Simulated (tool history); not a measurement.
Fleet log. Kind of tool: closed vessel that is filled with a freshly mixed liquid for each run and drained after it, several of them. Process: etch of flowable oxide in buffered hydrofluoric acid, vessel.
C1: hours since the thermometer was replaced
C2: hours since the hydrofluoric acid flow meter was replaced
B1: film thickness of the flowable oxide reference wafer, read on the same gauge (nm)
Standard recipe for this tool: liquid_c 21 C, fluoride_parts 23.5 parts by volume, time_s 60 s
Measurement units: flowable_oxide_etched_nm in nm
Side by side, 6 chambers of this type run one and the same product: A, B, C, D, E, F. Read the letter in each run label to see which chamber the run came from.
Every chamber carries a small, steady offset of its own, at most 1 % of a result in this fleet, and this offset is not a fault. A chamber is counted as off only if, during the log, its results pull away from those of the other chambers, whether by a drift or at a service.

Run 1B, hour 7.2: usual settings; C1 848.9; C2 1281.4; B1 29.952. Result: flowable_oxide_etched_nm 78.154 nm.
Run 2E, hour 21: usual settings; C1 1805.4; C2 449.4; B1 29.929. Result: flowable_oxide_etched_nm 78.091 nm.
Run 3A, hour 34.7: usual settings; C1 1229.8; C2 456.8; B1 30.003. Result: flowable_oxide_etched_nm 78.778 nm.
Run 4F, hour 47.9: usual settings; C1 470.3; C2 411.7; B1 29.985. Result: flowable_oxide_etched_nm 77.674 nm.
Run 5D, hour 60.3: usual settings; C1 152.2; C2 1284.6; B1 29.989. Result: flowable_oxide_etched_nm 78.58 nm.
Run 6C, hour 69.5: usual settings; C1 2164.5; C2 566.6; B1 29.975. Result: flowable_oxide_etched_nm 79.128 nm.
Run 7A, hour 79.4: usual settings; C1 1274.5; C2 501.5; B1 29.996. Result: flowable_oxide_etched_nm 78.562 nm.
Run 8F, hour 86.7: usual settings; C1 509.1; C2 450.5; B1 29.996. Result: flowable_oxide_etched_nm 78.056 nm.
Run 9C, hour 99.9: usual settings; C1 2194.9; C2 597; B1 30.004. Result: flowable_oxide_etched_nm 79.494 nm.
Run 10D, hour 113.2: usual settings; C1 205.1; C2 1337.5; B1 29.944. Result: flowable_oxide_etched_nm 78.35 nm.
Run 11B, hour 126.6: usual settings; C1 968.3; C2 1400.8; B1 29.979. Result: flowable_oxide_etched_nm 78.622 nm.
Run 12E, hour 136.2: usual settings; C1 1920.6; C2 564.6; B1 29.964. Result: flowable_oxide_etched_nm 78.114 nm.
Run 13B, hour 147.9: usual settings; C1 989.6; C2 1422.1; B1 30.005. Result: flowable_oxide_etched_nm 78.001 nm.
Run 14D, hour 158.4: usual settings; C1 250.3; C2 1382.7; B1 29.988. Result: flowable_oxide_etched_nm 77.746 nm.
Run 15F, hour 165.2: usual settings but time_s 35 s; C1 587.6; C2 529; B1 30.032. Result: flowable_oxide_etched_nm 45.431 nm.
Run 16A, hour 175: usual settings but time_s 35 s; C1 1370.1; C2 597.1; B1 30.007. Result: flowable_oxide_etched_nm 46.443 nm.
Run 17C, hour 181.9: usual settings but time_s 35 s; C1 2276.9; C2 679; B1 29.973. Result: flowable_oxide_etched_nm 46.193 nm.
Run 18E, hour 189.6: usual settings but time_s 35 s; C1 1974; C2 618; B1 30.005. Result: flowable_oxide_etched_nm 45.816 nm.
Run 19C, hour 196.9: usual settings but time_s 35 s; C1 2291.9; C2 694; B1 29.996. Result: flowable_oxide_etched_nm 46.013 nm.
Run 20F, hour 209.1: usual settings but time_s 35 s; C1 631.5; C2 572.9; B1 30.05. Result: flowable_oxide_etched_nm 45.307 nm.
Run 21E, hour 215.8: usual settings; C1 2000.2; C2 644.2; B1 30.025. Result: flowable_oxide_etched_nm 78.015 nm.
Run 22A, hour 228.8: usual settings; C1 1423.9; C2 650.9; B1 30.023. Result: flowable_oxide_etched_nm 80.526 nm.
Run 23D, hour 239.3: usual settings but time_s 75 s; C1 331.2; C2 1463.6; B1 29.961. Result: flowable_oxide_etched_nm 97.826 nm.
Run 24B, hour 248.5: usual settings but time_s 75 s; C1 1090.2; C2 1522.7; B1 30.055. Result: flowable_oxide_etched_nm 97.708 nm.
Run 25B, hour 255.1: usual settings but time_s 75 s; C1 1096.8; C2 1529.3; B1 30.023. Result: flowable_oxide_etched_nm 97.329 nm.
Run 26C, hour 268.3: usual settings but time_s 75 s; C1 2363.3; C2 765.4; B1 29.975. Result: flowable_oxide_etched_nm 98.095 nm.
Run 27D, hour 277.3: usual settings but time_s 75 s; C1 369.2; C2 1501.6; B1 30.026. Result: flowable_oxide_etched_nm 97.55 nm.
Run 28E, hour 289.1: usual settings but time_s 75 s; C1 2073.5; C2 717.5; B1 30.016. Result: flowable_oxide_etched_nm 97.969 nm.
Run 29F, hour 301.3: usual settings; C1 723.7; C2 665.1; B1 29.994. Result: flowable_oxide_etched_nm 77.854 nm.
Run 30A, hour 312.7: usual settings; C1 1507.8; C2 734.8; B1 30.069. Result: flowable_oxide_etched_nm 80.943 nm.
Run 31B, hour 321.2: usual settings but fluoride_parts 29.5 parts by volume, time_s 85 s; C1 1162.9; C2 1595.4; B1 30.013. Result: flowable_oxide_etched_nm 94.511 nm.
Run 32C, hour 327.4: usual settings but fluoride_parts 29.5 parts by volume, time_s 85 s; C1 2422.4; C2 824.5; B1 30.016. Result: flowable_oxide_etched_nm 95.823 nm.
At hour 330.2: chamber C: thermometer replaced.
Run 33D, hour 336.3: usual settings but fluoride_parts 29.5 parts by volume, time_s 85 s; C1 428.2; C2 1560.6; B1 30.037. Result: flowable_oxide_etched_nm 94.734 nm.
Run 34E, hour 343.1: usual settings but fluoride_parts 29.5 parts by volume, time_s 85 s; C1 2127.5; C2 771.5; B1 29.997. Result: flowable_oxide_etched_nm 94.794 nm.
Run 35A, hour 354.9: usual settings but fluoride_parts 29.5 parts by volume, time_s 85 s; C1 1550; C2 777; B1 29.996. Result: flowable_oxide_etched_nm 97.461 nm.
Run 36F, hour 368.5: usual settings but fluoride_parts 29.5 parts by volume, time_s 85 s; C1 790.9; C2 732.3; B1 30.062. Result: flowable_oxide_etched_nm 94.005 nm.
Run 37C, hour 374.5: usual settings but fluoride_parts 18 parts by volume; C1 44.3; C2 871.6; B1 30.024. Result: flowable_oxide_etched_nm 98.253 nm.
Run 38D, hour 388.5: usual settings but fluoride_parts 18 parts by volume; C1 480.4; C2 1612.8; B1 29.977. Result: flowable_oxide_etched_nm 97.789 nm.
Run 39F, hour 394.8: usual settings but fluoride_parts 18 parts by volume; C1 817.2; C2 758.6; B1 29.972. Result: flowable_oxide_etched_nm 96.986 nm.
Run 40E, hour 408.4: usual settings but fluoride_parts 18 parts by volume; C1 2192.8; C2 836.8; B1 30.025. Result: flowable_oxide_etched_nm 97.03 nm.
Run 41A, hour 414.9: usual settings but fluoride_parts 18 parts by volume; C1 1610; C2 837; B1 29.971. Result: flowable_oxide_etched_nm 102.72 nm.
Run 42B, hour 422.7: usual settings but fluoride_parts 18 parts by volume; C1 1264.4; C2 1696.9; B1 29.944. Result: flowable_oxide_etched_nm 96.658 nm.
Run 43E, hour 436.1: usual settings but fluoride_parts 30 parts by volume; C1 2220.5; C2 864.5; B1 30.05. Result: flowable_oxide_etched_nm 66.179 nm.
Run 44D, hour 448: usual settings but fluoride_parts 30 parts by volume; C1 539.9; C2 1672.3; B1 29.999. Result: flowable_oxide_etched_nm 65.941 nm.

All chambers now run identical settings, listed one chamber a line with results as question marks. What results will each chamber show?
Run 45A, hour 458: usual settings. Result: flowable_oxide_etched_nm ?.
Run 45B, hour 458: usual settings. Result: flowable_oxide_etched_nm ?.
Run 45C, hour 458: usual settings. Result: flowable_oxide_etched_nm ?.
Run 45D, hour 458: usual settings. Result: flowable_oxide_etched_nm ?.
Run 45E, hour 458: usual settings. Result: flowable_oxide_etched_nm ?.
Run 45F, hour 458: usual settings. Result: flowable_oxide_etched_nm ?.

run  flowable_oxide_etched_nm
45A                    81.733
45B                    77.311
45C                     79.23
45D                    78.451
45E                    77.994
45F                    77.765
